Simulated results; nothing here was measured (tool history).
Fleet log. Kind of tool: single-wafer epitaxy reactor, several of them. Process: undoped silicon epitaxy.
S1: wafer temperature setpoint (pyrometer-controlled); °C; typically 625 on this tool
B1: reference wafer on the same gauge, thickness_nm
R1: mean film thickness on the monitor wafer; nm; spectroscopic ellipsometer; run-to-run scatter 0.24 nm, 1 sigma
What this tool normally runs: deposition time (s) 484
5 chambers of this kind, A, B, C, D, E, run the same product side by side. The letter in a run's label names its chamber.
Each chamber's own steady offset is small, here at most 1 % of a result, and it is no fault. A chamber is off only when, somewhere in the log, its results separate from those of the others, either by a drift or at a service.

{"run": "1C", "hour": 5.6, "S1": 625, "deposition time (s)": 484, "B1": 43.536, "R1": 46.334}
{"run": "2B", "hour": 15.5, "S1": 625, "deposition time (s)": 484, "B1": 43.603, "R1": 46.037}
{"run": "3A", "hour": 25.3, "S1": 625, "deposition time (s)": 484, "B1": 43.607, "R1": 45.915}
{"run": "4D", "hour": 35.8, "S1": 625, "deposition time (s)": 484, "B1": 43.574, "R1": 46.277}
{"run": "5E", "hour": 45.5, "S1": 625, "deposition time (s)": 484, "B1": 43.575, "R1": 46.847}
{"run": "6A", "hour": 53.3, "S1": 625, "deposition time (s)": 484, "B1": 43.605, "R1": 46.31}
{"run": "7D", "hour": 62.4, "S1": 625, "deposition time (s)": 484, "B1": 43.578, "R1": 46.379}
{"run": "8C", "hour": 71.5, "S1": 625, "deposition time (s)": 484, "B1": 43.602, "R1": 46.14}
{"run": "9E", "hour": 79.9, "S1": 625, "deposition time (s)": 484, "B1": 43.61, "R1": 47.358}
{"run": "10B", "hour": 86.7, "S1": 614, "deposition time (s)": 484, "B1": 43.644, "R1": 36.12}
{"run": "11B", "hour": 92.1, "S1": 614, "deposition time (s)": 484, "B1": 43.54, "R1": 35.892}
{"run": "12E", "hour": 100.6, "S1": 614, "deposition time (s)": 484, "B1": 43.523, "R1": 36.413}
{"run": "13C", "hour": 111.3, "S1": 614, "deposition time (s)": 484, "B1": 43.597, "R1": 35.576}
{"run": "14A", "hour": 120.2, "S1": 614, "deposition time (s)": 484, "B1": 43.525, "R1": 35.439}
{"run": "15D", "hour": 130.7, "S1": 625, "deposition time (s)": 484, "B1": 43.598, "R1": 46.129}
{"run": "16E", "hour": 137.4, "S1": 625, "deposition time (s)": 518, "B1": 43.6, "R1": 50.131}
{"run": "17B", "hour": 143.7, "S1": 625, "deposition time (s)": 518, "B1": 43.607, "R1": 50.088}
{"run": "18D", "hour": 152.2, "S1": 625, "deposition time (s)": 518, "B1": 43.649, "R1": 49.494}
{"run": "19A", "hour": 162.2, "S1": 625, "deposition time (s)": 518, "B1": 43.668, "R1": 49.836}
{"run": "20C", "hour": 170.2, "S1": 625, "deposition time (s)": 518, "B1": 43.558, "R1": 49.847}
{"run": "21B", "hour": 178.3, "S1": 625, "deposition time (s)": 484, "B1": 43.643, "R1": 46.508}
{"run": "22D", "hour": 183.2, "S1": 625, "deposition time (s)": 484, "B1": 43.565, "R1": 46.431}
{"run": "23C", "hour": 190.1, "S1": 625, "deposition time (s)": 484, "B1": 43.659, "R1": 46.358}
{"hour": 194.0, "done": "chamber C: pyrometer calibrated"}
{"run": "24A", "hour": 196.9, "S1": 625, "deposition time (s)": 484, "B1": 43.63, "R1": 46.893}
{"run": "25E", "hour": 203.4, "S1": 625, "deposition time (s)": 484, "B1": 43.628, "R1": 46.999}
{"run": "26B", "hour": 210.2, "S1": 625, "deposition time (s)": 484, "B1": 43.611, "R1": 46.665}
{"run": "27D", "hour": 219.3, "S1": 625, "deposition time (s)": 484, "B1": 43.676, "R1": 45.807}
{"run": "28E", "hour": 225.3, "S1": 625, "deposition time (s)": 484, "B1": 43.639, "R1": 46.619}
{"run": "29C", "hour": 232.3, "S1": 625, "deposition time (s)": 484, "B1": 43.564, "R1": 46.914}
{"run": "30A", "hour": 243.0, "S1": 625, "deposition time (s)": 484, "B1": 43.538, "R1": 47.698}
{"run": "31E", "hour": 248.7, "S1": 625, "deposition time (s)": 484, "B1": 43.617, "R1": 46.559}
{"run": "32D", "hour": 256.6, "S1": 625, "deposition time (s)": 484, "B1": 43.582, "R1": 46.422}
{"run": "33A", "hour": 262.1, "S1": 615, "deposition time (s)": 419, "B1": 43.595, "R1": 33.094}
{"run": "34B", "hour": 267.4, "S1": 615, "deposition time (s)": 419, "B1": 43.66, "R1": 31.674}
{"run": "35C", "hour": 274.2, "S1": 615, "deposition time (s)": 419, "B1": 43.643, "R1": 31.766}
{"run": "36B", "hour": 284.9, "S1": 615, "deposition time (s)": 419, "B1": 43.578, "R1": 31.7}
{"run": "37D", "hour": 292.8, "S1": 615, "deposition time (s)": 419, "B1": 43.62, "R1": 31.941}

Has any chamber moved away from the others, gradually or after a service, or does the common gauge drift, or do the chambers differ only by their own small steady offsets? State the chamber and the most likely cause if one applies.

It is chamber A that slowly wanders off from its peers.
What lies behind it: wafer temperature above the value expected at the setpoint (K) = 2.26.

Below are 4 candidate recipes for chamber A's next run, each the usual settings with a change, their results shown as question marks. Which of them brings A's results back in line with what the other chambers give on the usual settings?
In-line tolerance around the mean of the other chambers on the usual settings: R1 0.84 nm
{"run": "38A-1", "hour": 300.7, "S1": 623, "deposition time (s)": 484, "R1": "?"}
{"run": "38A-2", "hour": 300.7, "S1": 625, "deposition time (s)": 504, "R1": "?"}
{"run": "38A-3", "hour": 300.7, "S1": 625, "deposition time (s)": 479, "R1": "?"}
{"run": "38A-4", "hour": 300.7, "S1": 625, "deposition time (s)": 489, "R1": "?"}

The other chambers' mean on the usual settings: R1 46.484 nm
run=38A-1 R1=46.478
run=38A-2 R1=50.657
run=38A-3 R1=48.145
run=38A-4 R1=49.15
With 38A-1, the chamber falls back in line with the rest.
